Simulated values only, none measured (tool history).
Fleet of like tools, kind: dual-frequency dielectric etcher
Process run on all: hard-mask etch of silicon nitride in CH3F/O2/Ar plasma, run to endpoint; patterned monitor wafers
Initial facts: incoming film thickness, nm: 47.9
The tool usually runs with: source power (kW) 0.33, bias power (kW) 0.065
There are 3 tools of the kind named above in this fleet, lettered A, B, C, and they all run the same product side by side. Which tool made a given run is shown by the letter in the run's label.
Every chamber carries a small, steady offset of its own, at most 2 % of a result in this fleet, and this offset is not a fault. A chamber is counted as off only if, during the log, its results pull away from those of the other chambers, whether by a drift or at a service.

run	day	source power (kW)	bias power (kW)	hours since the last wet clean	hours since the last source power generator calibration	hours since the last bias power generator calibration	endpoint time (s)
1A	0.417	0.33	0.065	189.7	2114.8	105	78.077
2B	0.754	0.33	0.065	204.9	1176.8	2234.5	76.897
3C	1.279	0.33	0.065	35.9	696.6	797.2	77.981
4C	1.562	0.33	0.065	42.7	703.4	804	76.849
5B	1.933	0.33	0.065	233.2	1205.1	2262.8	76.538
6A	2.321	0.33	0.065	235.4	2160.5	150.7	78.194
7C	2.842	0.33	0.065	73.4	734.1	834.7	79.252
8A	3.167	0.33	0.065	255.7	2180.8	171	78.003
9B	3.621	0.33	0.07	273.7	1245.6	2303.3	73.8
10C	3.883	0.33	0.07	98.4	759.1	859.7	75.667
11B	4.429	0.33	0.07	293.1	1265	2322.7	73.905
12A	4.796	0.33	0.065	294.8	2219.9	210.1	78.495
13C	5.242	0.33	0.065	131	791.7	892.3	78.252
# day 5.292: chamber A: source power generator calibrated
14A	5.683	0.33	0.065	316.1	9.4	231.4	78.673
15B	6.075	0.33	0.065	332.6	1304.5	2362.2	74.963
16C	6.475	0.33	0.065	160.6	821.3	921.9	77.85
17A	7.029	0.33	0.065	348.4	41.7	263.7	79.423
18B	7.312	0.33	0.065	362.3	1334.2	2391.9	75.356
19B	7.596	0.33	0.065	369.1	1341	2398.7	75.651
20A	8.033	0.33	0.065	372.5	65.8	287.8	80.024
21C	8.567	0.33	0.065	210.8	871.5	972.1	78.278
22B	8.833	0.37	0.065	398.8	1370.7	2428.4	72.233
23C	9.412	0.37	0.065	231.1	891.8	992.4	75.296
24A	9.754	0.37	0.065	413.8	107.1	329.1	77.172
25A	10.208	0.33	0.065	424.7	118	340	79.741
26B	10.55	0.33	0.065	440	1411.9	2469.6	76.007
27C	11.112	0.33	0.065	271.9	932.6	1033.2	78.654

Each of the 3 chambers runs these same settings next. Fill in every chamber's results:
28A	11.538	0.33	0.065				?
28B	11.538	0.33	0.065				?
28C	11.538	0.33	0.065				?

run	endpoint time (s)
28A	80.803
28B	75.245
28C	78.272
